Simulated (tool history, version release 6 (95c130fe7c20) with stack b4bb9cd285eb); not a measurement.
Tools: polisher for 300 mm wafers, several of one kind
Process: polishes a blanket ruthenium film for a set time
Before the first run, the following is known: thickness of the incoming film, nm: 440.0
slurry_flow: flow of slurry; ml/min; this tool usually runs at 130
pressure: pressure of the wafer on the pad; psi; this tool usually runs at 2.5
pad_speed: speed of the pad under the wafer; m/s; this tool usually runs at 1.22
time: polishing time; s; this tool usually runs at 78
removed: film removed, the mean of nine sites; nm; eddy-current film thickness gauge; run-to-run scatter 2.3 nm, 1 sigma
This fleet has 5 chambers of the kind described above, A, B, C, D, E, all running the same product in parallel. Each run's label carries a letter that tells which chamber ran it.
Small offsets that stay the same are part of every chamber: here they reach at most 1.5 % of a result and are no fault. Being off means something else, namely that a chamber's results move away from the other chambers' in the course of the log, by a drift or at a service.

-- day=0.104 chamber E: worn pad replaced by a new one
run 1D day=0.212 | slurry_flow=130 pressure=2.5 pad_speed=1.22 time=78 | removed=155.74
run 2C day=0.379 | slurry_flow=130 pressure=2.5 pad_speed=1.22 time=78 | removed=154.72
-- day=0.433 chamber E: head pressure recalibrated
run 3A day=0.604 | slurry_flow=130 pressure=2.5 pad_speed=1.22 time=78 | removed=151.03
-- day=0.671 chamber B: worn pad replaced by a new one
run 4B day=0.879 | slurry_flow=130 pressure=2.5 pad_speed=1.22 time=78 | removed=150.46
run 5E day=1.112 | slurry_flow=130 pressure=2.5 pad_speed=1.22 time=78 | removed=149.56
run 6B day=1.417 | slurry_flow=130 pressure=2.5 pad_speed=1.22 time=78 | removed=152.94
run 7A day=1.688 | slurry_flow=130 pressure=2.5 pad_speed=1.22 time=78 | removed=157.18
run 8C day=2.021 | slurry_flow=130 pressure=2.5 pad_speed=1.22 time=78 | removed=152.13
run 9E day=2.317 | slurry_flow=130 pressure=2.5 pad_speed=1.22 time=78 | removed=149.75
run 10D day=2.612 | slurry_flow=130 pressure=2.5 pad_speed=1.22 time=78 | removed=154.45
-- day=2.854 chamber C: worn pad replaced by a new one
-- day=2.862 chamber A: worn pad replaced by a new one
run 11C day=2.925 | slurry_flow=130 pressure=2.5 pad_speed=1.22 time=78 | removed=150.60
run 12A day=3.146 | slurry_flow=130 pressure=2.5 pad_speed=1.22 time=52 | removed=104.06
-- day=3.300 chamber E: slurry nozzle cleaned
run 13D day=3.404 | slurry_flow=130 pressure=2.5 pad_speed=1.22 time=52 | removed=103.81
run 14B day=3.742 | slurry_flow=130 pressure=2.5 pad_speed=1.22 time=52 | removed=101.54
run 15E day=4.004 | slurry_flow=130 pressure=2.5 pad_speed=1.22 time=52 | removed=103.26
-- day=4.304 chamber E: worn pad replaced by a new one
run 16D day=4.304 | slurry_flow=130 pressure=2.5 pad_speed=1.22 time=52 | removed=103.75
run 17C day=4.567 | slurry_flow=130 pressure=2.5 pad_speed=1.22 time=78 | removed=152.31
run 18E day=4.829 | slurry_flow=130 pressure=2.5 pad_speed=1.22 time=78 | removed=156.94
run 19B day=5.058 | slurry_flow=130 pressure=2.5 pad_speed=1.22 time=78 | removed=154.61
run 20A day=5.317 | slurry_flow=130 pressure=2.5 pad_speed=1.22 time=56 | removed=113.14
run 21A day=5.475 | slurry_flow=130 pressure=2.5 pad_speed=1.22 time=56 | removed=110.95
-- day=5.629 chamber B: slurry nozzle cleaned
run 22E day=5.725 | slurry_flow=130 pressure=2.5 pad_speed=1.22 time=56 | removed=107.23
run 23D day=5.896 | slurry_flow=130 pressure=2.5 pad_speed=1.22 time=56 | removed=113.53
run 24C day=6.138 | slurry_flow=130 pressure=2.5 pad_speed=1.22 time=56 | removed=102.80
run 25B day=6.375 | slurry_flow=130 pressure=2.5 pad_speed=1.22 time=78 | removed=150.87
run 26B day=6.596 | slurry_flow=130 pressure=2.5 pad_speed=1.22 time=78 | removed=153.24
run 27A day=6.842 | slurry_flow=130 pressure=2.5 pad_speed=1.22 time=78 | removed=157.79
run 28C day=7.054 | slurry_flow=130 pressure=2.5 pad_speed=1.22 time=78 | removed=141.16
-- day=7.067 chamber C: worn pad replaced by a new one
run 29E day=7.217 | slurry_flow=130 pressure=2.5 pad_speed=1.22 time=78 | removed=152.78
-- day=7.488 chamber A: worn pad replaced by a new one
run 30D day=7.554 | slurry_flow=130 pressure=2.5 pad_speed=1.22 time=78 | removed=155.09
run 31A day=7.725 | slurry_flow=130 pressure=2.5 pad_speed=1.22 time=78 | removed=154.97
-- day=7.775 chamber B: worn pad replaced by a new one
run 32E day=7.975 | slurry_flow=130 pressure=2.5 pad_speed=1.22 time=78 | removed=151.40
-- day=8.029 chamber D: worn pad replaced by a new one
run 33D day=8.221 | slurry_flow=130 pressure=2.5 pad_speed=1.22 time=78 | removed=154.35
run 34C day=8.433 | slurry_flow=130 pressure=2.5 pad_speed=1.22 time=78 | removed=137.90
run 35B day=8.612 | slurry_flow=130 pressure=2.5 pad_speed=1.22 time=78 | removed=151.03
run 36B day=8.892 | slurry_flow=130 pressure=2.5 pad_speed=1.22 time=78 | removed=155.46

Each of the 5 chambers runs these same settings next. Fill in every chamber's results:
run 37A day=9.146 | slurry_flow=130 pressure=2.5 pad_speed=1.22 time=78 | removed=?
run 37B day=9.146 | slurry_flow=130 pressure=2.5 pad_speed=1.22 time=78 | removed=?
run 37C day=9.146 | slurry_flow=130 pressure=2.5 pad_speed=1.22 time=78 | removed=?
run 37D day=9.146 | slurry_flow=130 pressure=2.5 pad_speed=1.22 time=78 | removed=?
run 37E day=9.146 | slurry_flow=130 pressure=2.5 pad_speed=1.22 time=78 | removed=?

run=37A removed=153.14
run=37B removed=153.01
run=37C removed=137.62
run=37D removed=155.77
run=37E removed=156.32
